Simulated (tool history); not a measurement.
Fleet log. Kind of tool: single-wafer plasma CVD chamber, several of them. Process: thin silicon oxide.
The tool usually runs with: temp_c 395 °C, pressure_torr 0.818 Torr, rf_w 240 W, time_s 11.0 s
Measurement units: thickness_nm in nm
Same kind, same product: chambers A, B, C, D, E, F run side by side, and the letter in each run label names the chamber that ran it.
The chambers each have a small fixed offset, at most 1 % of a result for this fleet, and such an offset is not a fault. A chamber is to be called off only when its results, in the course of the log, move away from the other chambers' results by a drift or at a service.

run    day  temp_c  pressure_torr  rf_w  time_s  hours since the last thermocouple change  hours since the last RF generator calibration  hours since the last manometer calibration  read-back reference wafer on the same gauge, thickness_nm  thickness_nm
     0.212  -- chamber E: RF generator calibrated
 1A  0.292     395          0.818   240    11.0                                     244.3                                          936.3                                       688.0                                                     15.796        18.680
 2B  0.517     395          0.818   240    11.0                                    1662.8                                         1338.3                                       252.6                                                     15.793        18.673
 3E  0.708     395          0.818   240    11.0                                     292.8                                           11.9                                       764.9                                                     15.794        18.813
 4F  1.008     395          0.818   240    11.0                                     536.9                                         1575.3                                       922.0                                                     15.794        18.702
 5D  1.179     395          0.818   240    11.0                                    1112.3                                          274.7                                       381.6                                                     15.797        18.973
 6C  1.450     395          0.818   240    11.0                                     762.6                                           87.7                                      1291.1                                                     15.794        18.689
 7D  1.608     388          0.818   210    11.0                                    1122.6                                          285.0                                       391.9                                                     15.795        17.821
 8E  1.738     388          0.818   210    11.0                                     317.5                                           36.6                                       789.6                                                     15.803        17.866
 9C  1.938     388          0.818   210    11.0                                     774.3                                           99.4                                      1302.8                                                     15.796        17.812
10B  2.154     388          0.818   210    11.0                                    1702.1                                         1377.6                                       291.9                                                     15.793        17.552
11F  2.375     388          0.818   210    11.0                                     569.7                                         1608.1                                       954.8                                                     15.794        17.798
12A  2.521     388          0.818   210    11.0                                     297.8                                          989.8                                       741.5                                                     15.789        17.531
13D  2.817     395          0.818   240    11.0                                    1151.6                                          314.0                                       420.9                                                     15.792        18.907
14E  3.062     395          0.818   240    11.0                                     349.3                                           68.4                                       821.4                                                     15.795        18.732
15C  3.346     395          0.818   240    11.0                                     808.1                                          133.2                                      1336.6                                                     15.796        18.740
16A  3.617     395          0.818   240    11.0                                     324.1                                         1016.1                                       767.8                                                     15.804        18.591
17B  3.883     395          0.818   240    11.0                                    1743.6                                         1419.1                                       333.4                                                     15.811        18.550
18F  4.079     395          0.818   240    11.0                                     610.6                                         1649.0                                       995.7                                                     15.781        18.861
19D  4.317     395          0.818   240    11.0                                    1187.6                                          350.0                                       456.9                                                     15.809        18.815
20E  4.542     395          0.818   240    11.0                                     384.8                                          103.9                                       856.9                                                     15.788        18.778
21A  4.771     395          0.818   240    11.0                                     351.8                                         1043.8                                       795.5                                                     15.788        18.670
22F  4.962     395          0.818   240    11.0                                     631.8                                         1670.2                                      1016.9                                                     15.801        18.830
23B  5.146     403          0.818   240    11.0                                    1773.9                                         1449.4                                       363.7                                                     15.801        18.470
24C  5.408     403          0.818   240    11.0                                     857.6                                          182.7                                      1386.1                                                     15.796        18.647
25C  5.629     403          0.818   240    11.0                                     862.9                                          188.0                                      1391.4                                                     15.818        18.747
26B  5.800     403          0.818   240    11.0                                    1789.6                                         1465.1                                       379.4                                                     15.789        18.495
27E  5.983     403          0.818   240    11.0                                     419.4                                          138.5                                       891.5                                                     15.799        18.574
28F  6.254     403          0.818   240    11.0                                     662.8                                         1701.2                                      1047.9                                                     15.805        18.655
29A  6.383     395          0.818   240    11.0                                     390.5                                         1082.5                                       834.2                                                     15.797        18.526
30D  6.604     395          0.818   240    11.0                                    1242.5                                          404.9                                       511.8                                                     15.814        18.448
31B  6.838     395          0.818   240    11.0                                    1814.5                                         1490.0                                       404.3                                                     15.791        18.614
32D  7.088     395          0.818   240    11.0                                    1254.1                                          416.5                                       523.4                                                     15.810        18.366
33A  7.242     395          0.818   240    11.0                                     411.1                                         1103.1                                       854.8                                                     15.790        18.572
34F  7.400     395          0.818   240    11.0                                     690.3                                         1728.7                                      1075.4                                                     15.796        18.866
35E  7.542     395          0.818   240    11.0                                     456.8                                          175.9                                       928.9                                                     15.797        18.823
36C  7.729     395          0.818   240    11.0                                     913.3                                          238.4                                      1441.8                                                     15.804        18.723
37D  7.929     395          0.818   240    11.0                                    1274.3                                          436.7                                       543.6                                                     15.789        18.124
     8.100  -- chamber B: RF generator calibrated
38C  8.146     395          0.818   240    11.0                                     923.3                                          248.4                                      1451.8                                                     15.802        18.773
39E  8.367     395          0.818   240    11.0                                     476.6                                          195.7                                       948.7                                                     15.799        18.711
40B  8.633     395          0.818   240    11.0                                    1857.6                                           12.9                                       447.4                                                     15.800        18.633
41F  8.838     395          0.818   240    11.0                                     724.8                                         1763.2                                      1109.9                                                     15.814        18.858
42A  9.033     395          0.818   240    11.0                                     454.1                                         1146.1                                       897.8                                                     15.798        18.659

One chamber off, gauge drift, or nothing amiss beyond the chambers' own small offsets? If it is a chamber, which one, and what is the likeliest cause?

One chamber, D, drifts off from the rest bit by bit.
What lies behind it: true pressure below the setpoint (%) = 4.6.
The log may not separate it from: delivered RF power below the setpoint (%).

Here are 4 candidates for chamber D's next run, each the usual settings with a change, their results left as question marks. Which one brings its results back in line with what the others give on the usual settings?
In-line tolerance around the mean of the other chambers on the usual settings: thickness_nm 0.230 nm
43D-1  9.250     395          0.836   240    11.2                                                                                                                                                                                                             ?
43D-2  9.250     395          0.818   240    10.2                                                                                                                                                                                                             ?
43D-3  9.250     395          0.801   240    10.8                                                                                                                                                                                                             ?
43D-4  9.250     395          0.854   245    11.3                                                                                                                                                                                                             ?

Other chambers, usual settings, mean: thickness_nm 18.720 nm
  run  thickness_nm
43D-1        18.735
43D-2        16.720
43D-3        17.353
43D-4        19.468
43D-1 is the one that brings the chamber's results back in line with the other chambers.

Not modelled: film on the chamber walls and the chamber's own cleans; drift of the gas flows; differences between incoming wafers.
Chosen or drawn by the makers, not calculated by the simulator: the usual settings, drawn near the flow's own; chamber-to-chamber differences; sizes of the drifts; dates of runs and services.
